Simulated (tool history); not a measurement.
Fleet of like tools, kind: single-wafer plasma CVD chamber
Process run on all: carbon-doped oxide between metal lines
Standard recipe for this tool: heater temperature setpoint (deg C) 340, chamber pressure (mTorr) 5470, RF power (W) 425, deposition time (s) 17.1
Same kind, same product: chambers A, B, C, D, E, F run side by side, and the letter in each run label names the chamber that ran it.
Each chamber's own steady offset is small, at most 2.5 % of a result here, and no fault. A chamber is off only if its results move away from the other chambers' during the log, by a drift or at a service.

| run | hour | heater temperature setpoint (deg C) | chamber pressure (mTorr) | RF power (W) | deposition time (s) | hours since the last thermocouple change | hours since the last RF generator calibration | hours since the last manometer calibration | read-back reference wafer on the same gauge, thickness_nm | mean film thickness on the monitor wafer (nm) |
|---|---|---|---|---|---|---|---|---|---|---|
| 1E | 5.3 | 340 | 5470 | 425 | 17.1 | 765.2 | 1789.1 | 531.4 | 75.032 | 81.926 |
| 2C | 12.3 | 340 | 5470 | 425 | 17.1 | 899.1 | 920.7 | 226.4 | 74.988 | 82.056 |
| 3D | 17.3 | 340 | 5470 | 425 | 17.1 | 1714.9 | 1439.3 | 1000.6 | 75.052 | 81.702 |
|  | 18.6 | chamber A: RF generator calibrated |
| 4B | 24.8 | 340 | 5470 | 425 | 17.1 | 927.2 | 2828.1 | 1388.8 | 75.007 | 81.505 |
| 5A | 31.5 | 340 | 5470 | 425 | 17.1 | 1522.7 | 12.9 | 1736.8 | 75.003 | 80.507 |
| 6F | 37.8 | 340 | 5470 | 425 | 17.1 | 1046.8 | 255.0 | 499.8 | 74.992 | 81.571 |
| 7A | 42.8 | 340 | 5470 | 425 | 17.1 | 1534.0 | 24.2 | 1748.1 | 74.973 | 80.888 |
| 8B | 48.7 | 340 | 5470 | 425 | 17.1 | 951.1 | 2852.0 | 1412.7 | 75.013 | 81.260 |
| 9F | 52.2 | 340 | 5470 | 425 | 17.1 | 1061.2 | 269.4 | 514.2 | 75.007 | 81.415 |
|  | 53.9 | chamber D: thermocouple changed; heater temperature recalibrated |
| 10D | 57.8 | 340 | 5470 | 425 | 17.1 | 4.0 | 1479.8 | 1041.1 | 75.001 | 81.633 |
|  | 58.5 | chamber B: RF generator calibrated |
| 11C | 64.5 | 340 | 5470 | 425 | 17.1 | 951.3 | 972.9 | 278.6 | 74.978 | 81.728 |
| 12E | 69.4 | 329 | 5470 | 425 | 13.9 | 829.3 | 1853.2 | 595.5 | 74.990 | 69.314 |
| 13B | 76.7 | 329 | 5470 | 425 | 13.9 | 979.1 | 18.3 | 1440.7 | 75.005 | 68.855 |
| 14D | 80.7 | 329 | 5470 | 425 | 13.9 | 26.9 | 1502.7 | 1064.0 | 75.000 | 69.242 |
| 15A | 87.2 | 329 | 5470 | 425 | 13.9 | 1578.4 | 68.6 | 1792.5 | 74.972 | 68.340 |
| 16E | 91.9 | 329 | 5470 | 425 | 13.9 | 851.8 | 1875.7 | 618.0 | 74.997 | 69.115 |
| 17F | 96.5 | 329 | 5470 | 425 | 13.9 | 1105.5 | 313.7 | 558.5 | 74.972 | 68.718 |
| 18C | 100.5 | 340 | 5470 | 425 | 17.1 | 987.3 | 1008.9 | 314.6 | 75.002 | 82.281 |
| 19D | 106.6 | 340 | 5470 | 425 | 17.1 | 52.8 | 1528.6 | 1089.9 | 74.995 | 81.480 |
| 20C | 110.5 | 340 | 6440 | 425 | 17.1 | 997.3 | 1018.9 | 324.6 | 75.022 | 83.451 |
| 21B | 117.4 | 340 | 6440 | 425 | 17.1 | 1019.8 | 59.0 | 1481.4 | 75.004 | 83.051 |
| 22A | 121.2 | 340 | 6440 | 425 | 17.1 | 1612.4 | 102.6 | 1826.5 | 74.979 | 82.061 |
| 23F | 125.6 | 340 | 6440 | 425 | 17.1 | 1134.6 | 342.8 | 587.6 | 74.981 | 83.114 |
| 24E | 132.5 | 340 | 6440 | 425 | 17.1 | 892.4 | 1916.3 | 658.6 | 75.015 | 83.276 |
| 25D | 136.2 | 340 | 6440 | 425 | 17.1 | 82.4 | 1558.2 | 1119.5 | 75.017 | 82.896 |
| 26B | 140.5 | 340 | 5470 | 425 | 17.1 | 1042.9 | 82.1 | 1504.5 | 74.994 | 81.365 |
| 27A | 146.0 | 340 | 5470 | 425 | 17.1 | 1637.2 | 127.4 | 1851.3 | 75.025 | 81.052 |
| 28C | 151.4 | 340 | 5470 | 425 | 17.1 | 1038.2 | 1059.8 | 365.5 | 74.994 | 82.249 |
| 29E | 154.8 | 340 | 5470 | 425 | 17.1 | 914.7 | 1938.6 | 680.9 | 75.012 | 81.774 |
|  | 157.1 | chamber A: thermocouple changed; heater temperature recalibrated |
| 30F | 161.3 | 340 | 5470 | 425 | 17.1 | 1170.3 | 378.5 | 623.3 | 75.034 | 81.282 |
| 31C | 167.7 | 340 | 5470 | 425 | 17.1 | 1054.5 | 1076.1 | 381.8 | 74.979 | 81.993 |
| 32A | 174.8 | 340 | 5470 | 425 | 17.1 | 17.7 | 156.2 | 1880.1 | 74.995 | 80.575 |
| 33B | 182.2 | 332 | 5470 | 425 | 18.8 | 1084.6 | 123.8 | 1546.2 | 75.003 | 91.658 |
| 34D | 187.8 | 332 | 5470 | 425 | 18.8 | 134.0 | 1609.8 | 1171.1 | 74.975 | 92.237 |
|  | 190.2 | chamber D: RF generator calibrated |
| 35E | 193.7 | 332 | 5470 | 425 | 18.8 | 953.6 | 1977.5 | 719.8 | 75.009 | 92.245 |
| 36F | 200.2 | 332 | 5470 | 425 | 18.8 | 1209.2 | 417.4 | 662.2 | 75.020 | 91.751 |
| 37C | 206.0 | 332 | 5470 | 425 | 18.8 | 1092.8 | 1114.4 | 420.1 | 74.986 | 92.339 |
| 38D | 211.7 | 332 | 5470 | 425 | 18.8 | 157.9 | 21.5 | 1195.0 | 75.027 | 91.642 |
| 39F | 216.9 | 340 | 6150 | 425 | 16.0 | 1225.9 | 434.1 | 678.9 | 74.975 | 77.493 |
| 40A | 221.7 | 340 | 6150 | 425 | 16.0 | 64.6 | 203.1 | 1927.0 | 74.983 | 76.553 |

Is one chamber off against the others, does the gauge drift, or is nothing wrong? If a chamber is off, say which, and what the likeliest cause is.

Beyond each chamber's small constant offset nothing stands out, and the gauge stays steady.

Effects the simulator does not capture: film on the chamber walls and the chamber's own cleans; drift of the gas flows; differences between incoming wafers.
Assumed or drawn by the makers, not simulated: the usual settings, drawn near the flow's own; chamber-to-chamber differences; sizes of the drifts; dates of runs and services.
